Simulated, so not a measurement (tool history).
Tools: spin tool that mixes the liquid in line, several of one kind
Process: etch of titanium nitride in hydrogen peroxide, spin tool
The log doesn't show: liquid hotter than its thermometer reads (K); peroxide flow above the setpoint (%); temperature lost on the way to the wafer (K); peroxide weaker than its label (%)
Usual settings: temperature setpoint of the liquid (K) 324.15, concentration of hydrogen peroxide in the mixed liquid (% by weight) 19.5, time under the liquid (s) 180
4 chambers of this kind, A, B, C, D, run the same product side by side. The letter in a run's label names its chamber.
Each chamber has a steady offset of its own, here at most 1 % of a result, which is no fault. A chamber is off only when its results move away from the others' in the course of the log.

| run | day | temperature setpoint of the liquid (K) | concentration of hydrogen peroxide in the mixed liquid (% by weight) | time under the liquid (s) | hours since the thermometer was replaced | hours since the peroxide flow meter was replaced | hours since the heated supply line was repaired | hours since the drum of peroxide was connected | read-back film thickness of the titanium nitride reference wafer, read on the same gauge (nm) | thickness taken off the titanium nitride on a monitor wafer (angstrom) |
|---|---|---|---|---|---|---|---|---|---|---|
| 1C | 0.167 | 324.15 | 19.5 | 180 | 152.6 | 688.7 | 42.4 | 11.9 | 149.99 | 48.452 |
| 2D | 0.425 | 324.15 | 19.5 | 180 | 296.3 | 657.4 | 855.4 | 366.1 | 150.02 | 46.946 |
| 3B | 0.608 | 324.15 | 19.5 | 180 | 782.9 | 119.9 | 422.7 | 146.4 | 149.99 | 48.033 |
| 4A | 0.808 | 324.15 | 19.5 | 180 | 918.4 | 443.2 | 67.8 | 263.6 | 150.00 | 48.421 |
| 5C | 0.983 | 324.15 | 19.5 | 180 | 172.2 | 708.3 | 62.0 | 31.5 | 150.01 | 48.117 |
| 6B | 1.288 | 330.65 | 14.0 | 180 | 799.2 | 136.2 | 439.0 | 162.7 | 150.00 | 71.103 |
| 7D | 1.442 | 330.65 | 14.0 | 180 | 320.7 | 681.8 | 879.8 | 390.5 | 150.01 | 72.813 |
| 8A | 1.742 | 330.65 | 14.0 | 180 | 940.8 | 465.6 | 90.2 | 286.0 | 150.01 | 72.784 |
| 9A | 2.029 | 330.65 | 14.0 | 180 | 947.7 | 472.5 | 97.1 | 292.9 | 150.04 | 71.809 |
| 10B | 2.346 | 324.15 | 19.5 | 180 | 824.6 | 161.6 | 464.4 | 188.1 | 149.98 | 47.978 |
| 11C | 2.596 | 324.15 | 22.0 | 270 | 210.9 | 747.0 | 100.7 | 70.2 | 150.00 | 73.624 |
| 12D | 2.912 | 324.15 | 22.0 | 270 | 356.0 | 717.1 | 915.1 | 425.8 | 150.01 | 77.800 |
| 13A | 3.171 | 324.15 | 22.0 | 270 | 975.1 | 499.9 | 124.5 | 320.3 | 150.02 | 74.271 |
| 14C | 3.312 | 324.15 | 22.0 | 270 | 228.1 | 764.2 | 117.9 | 87.4 | 149.99 | 73.932 |
| 15D | 3.492 | 324.15 | 19.5 | 180 | 369.9 | 731.0 | 929.0 | 439.7 | 150.02 | 50.131 |
| 16B | 3.704 | 324.15 | 19.5 | 180 | 857.2 | 194.2 | 497.0 | 220.7 | 150.00 | 47.909 |
| 17D | 3.904 | 324.15 | 19.5 | 180 | 379.8 | 740.9 | 938.9 | 449.6 | 149.99 | 50.444 |
| 18B | 4.175 | 324.15 | 19.5 | 180 | 868.5 | 205.5 | 508.3 | 232.0 | 150.01 | 47.728 |
| 19C | 4.321 | 324.15 | 19.5 | 180 | 252.3 | 788.4 | 142.1 | 111.6 | 150.01 | 47.728 |
| 20A | 4.554 | 324.15 | 19.5 | 180 | 1008.3 | 533.1 | 157.7 | 353.5 | 150.00 | 48.115 |
| 21D | 4.867 | 324.15 | 19.5 | 180 | 402.9 | 764.0 | 962.0 | 472.7 | 149.98 | 50.986 |
| 22A | 5.133 | 324.15 | 19.5 | 180 | 1022.2 | 547.0 | 171.6 | 367.4 | 149.99 | 47.751 |
| 23C | 5.321 | 324.15 | 19.5 | 180 | 276.3 | 812.4 | 166.1 | 135.6 | 150.00 | 48.741 |
| 24B | 5.483 | 324.15 | 19.5 | 180 | 899.9 | 236.9 | 539.7 | 263.4 | 150.00 | 47.531 |
| 25D | 5.808 | 324.15 | 19.5 | 180 | 425.5 | 786.6 | 984.6 | 495.3 | 149.99 | 51.080 |
| 26C | 6.004 | 324.15 | 19.5 | 180 | 292.7 | 828.8 | 182.5 | 152.0 | 150.01 | 48.230 |
| 27A | 6.167 | 324.15 | 19.5 | 180 | 1047.0 | 571.8 | 196.4 | 392.2 | 149.99 | 47.902 |
| 28B | 6.467 | 324.15 | 19.5 | 180 | 923.5 | 260.5 | 563.3 | 287.0 | 150.02 | 47.777 |

Is one chamber off against the others, does the gauge drift, or is nothing wrong? If a chamber is off, say which, and what the likeliest cause is.

Chamber D drifts away from the others.
Cause: liquid hotter than its thermometer reads (K) = 1.18.

Here are 4 candidates for chamber D's next run, each the usual settings with a change, their results left as question marks. Which one brings its results back in line with what the others give on the usual settings?
In line means no further than this from the other chambers' mean on the usual settings: thickness taken off the titanium nitride on a monitor wafer (angstrom) 1.600
| 29D-1 | 6.700 | 325.65 | 19.5 | 190 |  |  |  |  |  | ? |
| 29D-2 | 6.700 | 322.65 | 19.5 | 170 |  |  |  |  |  | ? |
| 29D-3 | 6.700 | 324.15 | 13.0 | 180 |  |  |  |  |  | ? |
| 29D-4 | 6.700 | 324.15 | 28.0 | 180 |  |  |  |  |  | ? |

The other chambers' mean on the usual settings: thickness taken off the titanium nitride on a monitor wafer (angstrom) 48.077
| run | thickness taken off the titanium nitride on a monitor wafer (angstrom) |
|---|---|
| 29D-1 | 61.696 |
| 29D-2 | 44.576 |
| 29D-3 | 48.159 |
| 29D-4 | 56.897 |
29D-3 brings the chamber back in line.
